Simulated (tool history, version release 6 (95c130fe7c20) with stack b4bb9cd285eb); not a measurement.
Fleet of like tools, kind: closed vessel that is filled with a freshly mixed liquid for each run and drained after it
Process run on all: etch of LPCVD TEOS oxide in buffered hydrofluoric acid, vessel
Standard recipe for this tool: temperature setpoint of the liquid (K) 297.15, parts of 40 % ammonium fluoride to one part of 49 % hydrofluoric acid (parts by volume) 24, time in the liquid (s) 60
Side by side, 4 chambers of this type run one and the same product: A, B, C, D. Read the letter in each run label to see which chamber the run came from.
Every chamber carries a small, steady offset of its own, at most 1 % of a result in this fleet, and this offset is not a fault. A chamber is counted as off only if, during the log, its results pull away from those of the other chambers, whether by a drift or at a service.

| run | hour | temperature setpoint of the liquid (K) | parts of 40 % ammonium fluoride to one part of 49 % hydrofluoric acid (parts by volume) | time in the liquid (s) | hours since the thermometer was replaced | hours since the hydrofluoric acid flow meter was replaced | read-back film thickness of the LPCVD TEOS oxide reference wafer, read on the same gauge (nm) | thickness taken off the LPCVD TEOS oxide on a monitor wafer (nm) |
|---|---|---|---|---|---|---|---|---|
| 1A | 5.5 | 297.15 | 24 | 60 | 1194 | 1095.4 | 110.02 | 141.97 |
| 2C | 8.4 | 297.15 | 24 | 60 | 1632 | 820.4 | 109.99 | 144.13 |
| 3B | 11.7 | 297.15 | 24 | 60 | 1279 | 2174.9 | 109.97 | 144.05 |
| 4D | 15 | 297.15 | 24 | 60 | 2141.3 | 1873.6 | 109.99 | 142.51 |
| 5D | 19.1 | 297.15 | 24 | 60 | 2145.4 | 1877.7 | 109.99 | 142.88 |
| 6A | 22.3 | 297.15 | 24 | 60 | 1210.8 | 1112.2 | 110.01 | 142.7 |
| 7C | 26.8 | 297.15 | 24 | 60 | 1650.4 | 838.8 | 110.01 | 144.35 |
| 8B | 32.5 | 297.15 | 24 | 60 | 1299.8 | 2195.7 | 109.99 | 145.93 |
| 9B | 37.9 | 297.15 | 24 | 60 | 1305.2 | 2201.1 | 110.02 | 145.02 |
| 10D | 40.5 | 297.15 | 24 | 60 | 2166.8 | 1899.1 | 109.99 | 143.36 |
| 11C | 43.4 | 297.15 | 24 | 60 | 1667 | 855.4 | 110 | 144.92 |
| 12A | 47.9 | 297.15 | 24 | 60 | 1236.4 | 1137.8 | 110.03 | 144.57 |
| 13D | 52.5 | 297.15 | 24 | 60 | 2178.8 | 1911.1 | 109.98 | 143.46 |
| 14A | 55.2 | 297.15 | 24 | 60 | 1243.7 | 1145.1 | 110.01 | 146.3 |
| 15C | 60.8 | 297.15 | 24 | 60 | 1684.4 | 872.8 | 110 | 146.2 |
| 16B | 66.2 | 297.15 | 24 | 60 | 1333.5 | 2229.4 | 110 | 146.24 |
| 17B | 71.9 | 297.15 | 24 | 60 | 1339.2 | 2235.1 | 110.01 | 144.31 |
| 18D | 75.5 | 297.15 | 24 | 60 | 2201.8 | 1934.1 | 110.01 | 143.18 |
| 19C | 81.2 | 297.15 | 24 | 60 | 1704.8 | 893.2 | 110 | 143.44 |
| 20A | 85.9 | 297.15 | 29 | 60 | 1274.4 | 1175.8 | 109.99 | 129.13 |
| 21B | 89.1 | 297.15 | 29 | 60 | 1356.4 | 2252.3 | 109.99 | 127.46 |
| 22C | 92.7 | 297.15 | 29 | 60 | 1716.3 | 904.7 | 110.02 | 126.93 |
|  | 95.1 | chamber C: hydrofluoric acid flow meter replaced |
| 23A | 96.8 | 297.15 | 29 | 60 | 1285.3 | 1186.7 | 109.99 | 129.46 |
| 24D | 99.9 | 297.15 | 29.5 | 60 | 2226.2 | 1958.5 | 109.99 | 124.65 |
| 25C | 103.9 | 297.15 | 29.5 | 60 | 1727.5 | 8.9 | 109.99 | 123.81 |
| 26D | 106.8 | 297.15 | 29.5 | 60 | 2233.1 | 1965.4 | 110.04 | 125.34 |
| 27A | 110.6 | 297.15 | 29.5 | 60 | 1299.1 | 1200.5 | 110.01 | 130.08 |
| 28B | 113.9 | 297.15 | 24 | 60 | 1381.2 | 2277.1 | 110.02 | 146.09 |
| 29A | 116.8 | 297.15 | 24 | 60 | 1305.3 | 1206.7 | 110.01 | 149.84 |
| 30B | 120.1 | 297.15 | 24 | 60 | 1387.4 | 2283.3 | 110.02 | 144.96 |
| 31D | 125.6 | 297.15 | 24 | 60 | 2251.9 | 1984.2 | 110.01 | 142.8 |
| 32C | 131 | 297.15 | 24 | 60 | 1754.6 | 36 | 109.99 | 145.16 |
| 33B | 135.5 | 297.15 | 24 | 60 | 1402.8 | 2298.7 | 109.98 | 146.59 |
| 34C | 139.8 | 297.15 | 24 | 60 | 1763.4 | 44.8 | 109.99 | 143.38 |
| 35A | 143.5 | 297.15 | 24 | 60 | 1332 | 1233.4 | 109.99 | 151.35 |
| 36D | 148.3 | 293.15 | 30 | 60 | 2274.6 | 2006.9 | 110.05 | 97.452 |
| 37B | 152.6 | 293.15 | 30 | 60 | 1419.9 | 2315.8 | 109.99 | 99.492 |
| 38A | 157.7 | 293.15 | 30 | 60 | 1346.2 | 1247.6 | 110 | 104.21 |
| 39D | 160.8 | 293.15 | 30 | 60 | 2287.1 | 2019.4 | 110.01 | 98.247 |
| 40C | 164.3 | 297.15 | 24 | 60 | 1787.9 | 69.3 | 109.98 | 143.39 |
| 41D | 167 | 297.15 | 24 | 60 | 2293.3 | 2025.6 | 110.02 | 142.31 |
| 42A | 172.2 | 297.15 | 30 | 60 | 1360.7 | 1262.1 | 110 | 131.63 |

All chambers now run identical settings, listed one chamber a line with results as question marks. What results will each chamber show?
| 43A | 176.3 | 297.15 | 24 | 60 |  |  |  | ? |
| 43B | 176.3 | 297.15 | 24 | 60 |  |  |  | ? |
| 43C | 176.3 | 297.15 | 24 | 60 |  |  |  | ? |
| 43D | 176.3 | 297.15 | 24 | 60 |  |  |  | ? |

| run | thickness taken off the LPCVD TEOS oxide on a monitor wafer (nm) |
|---|---|
| 43A | 152.1 |
| 43B | 145.65 |
| 43C | 142.94 |
| 43D | 142.67 |
